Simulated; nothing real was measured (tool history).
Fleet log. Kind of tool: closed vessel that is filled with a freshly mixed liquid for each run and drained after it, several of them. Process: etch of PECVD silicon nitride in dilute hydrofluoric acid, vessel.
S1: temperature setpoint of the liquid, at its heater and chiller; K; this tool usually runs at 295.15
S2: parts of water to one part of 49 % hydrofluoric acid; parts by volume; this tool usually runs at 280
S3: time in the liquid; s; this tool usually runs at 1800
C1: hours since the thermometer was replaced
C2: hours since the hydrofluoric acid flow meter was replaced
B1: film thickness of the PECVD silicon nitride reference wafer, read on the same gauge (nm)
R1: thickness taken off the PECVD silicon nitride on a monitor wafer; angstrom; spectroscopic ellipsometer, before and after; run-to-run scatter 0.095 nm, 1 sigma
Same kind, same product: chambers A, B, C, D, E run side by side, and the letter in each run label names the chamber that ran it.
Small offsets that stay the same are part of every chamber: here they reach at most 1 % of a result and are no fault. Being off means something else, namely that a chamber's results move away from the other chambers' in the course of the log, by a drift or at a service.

run   hour      S1   S2    S3      C1      C2      B1       R1
 1D   12.6  295.15  280  1800   826.2  1602.6  130.00   98.139
      14.4  -- chamber C: thermometer replaced
 2A   22.0  295.15  280  1800   514.6   274.4  130.01  101.120
 3C   33.9  295.15  280  1800    19.6   205.1  130.01   99.245
 4E   40.5  295.15  280  1800  2195.7   225.4  129.96   98.825
 5B   50.3  295.15  280  1800  2209.6   403.9  130.00   95.350
 6E   59.7  295.15  280  1800  2214.9   244.6  129.98   96.184
 7B   67.8  295.15  280  1800  2227.1   421.4  129.97   96.325
 8A   75.2  295.15  280  1800   567.8   327.6  130.07   98.989
 9D   87.8  295.15  280  1800   901.4  1677.8  129.98   97.019
10C  100.4  290.65  280  1800    86.1   271.6  130.00   73.894
11A  106.1  290.65  280  1800   598.7   358.5  129.98   73.823
12E  114.1  290.65  280  1800  2269.3   299.0  129.98   74.039
13B  124.3  290.65  280  1800  2283.6   477.9  130.01   72.333
14D  133.2  290.65  280  1800   946.8  1723.2  129.95   75.046
15C  139.1  295.15  280  1800   124.8   310.3  129.97   98.490
16B  146.2  295.15  280  1800  2305.5   499.8  130.00   96.801
17A  154.5  295.15  280  1800   647.1   406.9  130.03   95.523
18D  161.3  295.15  280  1800   974.9  1751.3  130.00   97.550
19C  169.9  295.15  280  1800   155.6   341.1  130.02   98.788
20E  178.9  295.15  280  1800  2334.1   363.8  130.01   97.732
21D  189.2  295.15  280  1800  1002.8  1779.2  130.01   98.513
22B  200.5  295.15  280  1800  2359.8   554.1  130.06   97.691
23E  207.4  295.15  280  1800  2362.6   392.3  129.97   97.352
     213.0  -- chamber E: thermometer replaced
24A  215.6  295.15  280  1800   708.2   468.0  129.96   94.519
25C  224.2  295.15  280  1800   209.9   395.4  129.99   97.607
26D  236.1  295.15  280  1800  1049.7  1826.1  130.04   99.142
27A  243.5  295.15  280  1800   736.1   495.9  130.03   93.745
28C  249.8  295.15  280  1800   235.5   421.0  129.97   98.874
29E  258.2  295.15  280  1800    45.3   443.1  129.96   98.457
30B  266.8  295.15  280  1800  2426.1   620.4  130.00   96.459
31A  275.9  295.15  280  1800   768.5   528.3  130.01   93.821
     278.2  -- chamber C: hydrofluoric acid flow meter replaced
32E  284.2  295.15  280  1800    71.3   469.1  129.99   97.714
33C  296.0  290.65  280  1800   281.7    17.9  129.95   75.625
34B  305.1  290.65  280  1800  2464.4   658.7  129.99   72.078
35D  312.8  290.65  280  1800  1126.4  1902.8  130.02   73.024
36A  323.8  290.65  280  1800   816.4   576.2  129.99   69.023
37C  333.7  290.65  280  1800   319.4    55.6  129.97   73.624
38D  341.7  295.15  280  1800  1155.3  1931.7  130.00   96.991
39B  353.9  295.15  280  1800  2513.2   707.5  130.02   95.835
40E  361.5  295.15  280  1800   148.6   546.4  130.01   98.546

Next, every chamber runs the same settings. What will each give?
41A  370.6  295.15  405  1800               ?
41B  370.6  295.15  405  1800               ?
41C  370.6  295.15  405  1800               ?
41D  370.6  295.15  405  1800               ?
41E  370.6  295.15  405  1800               ?

run      R1
41A  62.658
41B  66.440
41C  70.083
41D  68.212
41E  68.516
